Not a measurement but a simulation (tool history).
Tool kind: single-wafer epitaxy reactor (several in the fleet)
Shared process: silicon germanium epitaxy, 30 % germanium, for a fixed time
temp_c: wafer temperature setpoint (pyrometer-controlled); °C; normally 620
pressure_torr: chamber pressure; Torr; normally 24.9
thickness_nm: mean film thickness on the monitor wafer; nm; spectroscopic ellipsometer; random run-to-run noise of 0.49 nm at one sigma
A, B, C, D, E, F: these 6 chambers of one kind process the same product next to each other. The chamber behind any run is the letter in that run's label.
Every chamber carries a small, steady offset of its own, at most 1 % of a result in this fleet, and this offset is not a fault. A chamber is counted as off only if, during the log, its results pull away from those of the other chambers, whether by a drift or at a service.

| run | hour | temp_c | pressure_torr | read-back reference wafer on the same gauge, thickness_nm | thickness_nm |
|---|---|---|---|---|---|
| 1A | 8.0 | 620 | 24.9 | 96.498 | 91.848 |
| 2C | 16.1 | 620 | 24.9 | 96.517 | 91.457 |
| 3B | 26.2 | 620 | 24.9 | 96.486 | 91.196 |
| 4F | 34.1 | 620 | 24.9 | 96.533 | 90.838 |
|  | 36.5 | chamber D: capacitance manometer re-zeroed and calibrated |
| 5E | 41.1 | 620 | 30.1 | 96.469 | 99.796 |
| 6D | 49.9 | 620 | 30.1 | 96.478 | 100.570 |
| 7F | 58.6 | 620 | 30.1 | 96.479 | 97.906 |
| 8E | 65.4 | 620 | 30.1 | 96.519 | 98.240 |
| 9B | 76.2 | 620 | 30.1 | 96.549 | 100.110 |
| 10C | 85.8 | 620 | 30.1 | 96.410 | 98.322 |
| 11A | 93.3 | 620 | 24.9 | 96.616 | 92.499 |
| 12D | 102.6 | 607 | 21.2 | 96.454 | 69.272 |
| 13C | 110.1 | 607 | 21.2 | 96.584 | 68.576 |
| 14F | 120.5 | 607 | 21.2 | 96.515 | 67.554 |
| 15A | 128.0 | 607 | 21.2 | 96.586 | 68.391 |
| 16E | 139.0 | 607 | 21.2 | 96.436 | 67.895 |
| 17B | 147.7 | 607 | 21.2 | 96.371 | 68.381 |
| 18D | 156.9 | 620 | 24.9 | 96.575 | 92.636 |
| 19F | 167.6 | 620 | 24.9 | 96.358 | 91.631 |
|  | 175.9 | chamber E: pyrometer calibrated |
| 20A | 177.9 | 620 | 24.9 | 96.429 | 92.366 |
| 21C | 185.0 | 620 | 24.9 | 96.487 | 91.183 |
|  | 189.9 | chamber B: capacitance manometer re-zeroed and calibrated |
| 22B | 194.6 | 620 | 24.9 | 96.537 | 92.473 |
| 23D | 200.8 | 630 | 29.7 | 96.676 | 118.650 |
| 24E | 208.5 | 630 | 29.7 | 96.498 | 112.480 |
| 25D | 217.0 | 630 | 29.7 | 96.389 | 118.630 |
| 26A | 227.7 | 630 | 29.7 | 96.585 | 117.970 |
| 27E | 240.2 | 630 | 29.7 | 96.514 | 111.780 |
| 28B | 250.7 | 630 | 29.7 | 96.498 | 116.830 |
| 29F | 262.2 | 627 | 20.1 | 96.567 | 94.904 |
| 30C | 273.8 | 627 | 20.1 | 96.363 | 94.581 |
| 31C | 279.3 | 627 | 20.1 | 96.480 | 95.266 |
| 32E | 284.8 | 627 | 20.1 | 96.410 | 90.716 |
| 33D | 296.9 | 627 | 20.1 | 96.393 | 96.874 |
| 34F | 302.6 | 627 | 20.1 | 96.547 | 94.543 |
| 35B | 311.5 | 620 | 24.9 | 96.500 | 92.373 |
| 36A | 318.3 | 620 | 24.9 | 96.621 | 92.511 |
| 37A | 326.9 | 620 | 24.9 | 96.435 | 92.221 |
| 38C | 337.9 | 620 | 24.9 | 96.569 | 91.551 |
| 39B | 345.6 | 620 | 24.9 | 96.456 | 92.263 |
| 40E | 355.8 | 620 | 24.9 | 96.542 | 87.811 |
| 41D | 365.3 | 620 | 24.9 | 96.491 | 92.684 |
| 42F | 377.0 | 620 | 24.9 | 96.436 | 91.517 |

Is one chamber off against the others, does the gauge drift, or is nothing wrong? If a chamber is off, say which, and what the likeliest cause is.

After it was serviced, chamber E no longer matches the other chambers.
Cause: wafer temperature below the value expected at the setpoint (K) = 2.48.

Below are 4 candidate recipes for chamber E's next run, each the usual settings with a change, their results shown as question marks. Which of them brings E's results back in line with what the other chambers give on the usual settings?
To be in line, a result may differ from the other chambers' mean on the usual settings by at most: thickness_nm 1.700 nm
| 43E-1 | 386.0 | 620 | 19.9 |  | ? |
| 43E-2 | 386.0 | 623 | 24.9 |  | ? |
| 43E-3 | 386.0 | 625 | 25.6 |  | ? |
| 43E-4 | 386.0 | 618 | 24.5 |  | ? |

The other chambers' mean on the usual settings: thickness_nm 91.951 nm
| run | thickness_nm |
|---|---|
| 43E-1 | 80.306 |
| 43E-2 | 92.500 |
| 43E-3 | 96.803 |
| 43E-4 | 84.273 |
It is 43E-2 that realigns the chamber with its peers.

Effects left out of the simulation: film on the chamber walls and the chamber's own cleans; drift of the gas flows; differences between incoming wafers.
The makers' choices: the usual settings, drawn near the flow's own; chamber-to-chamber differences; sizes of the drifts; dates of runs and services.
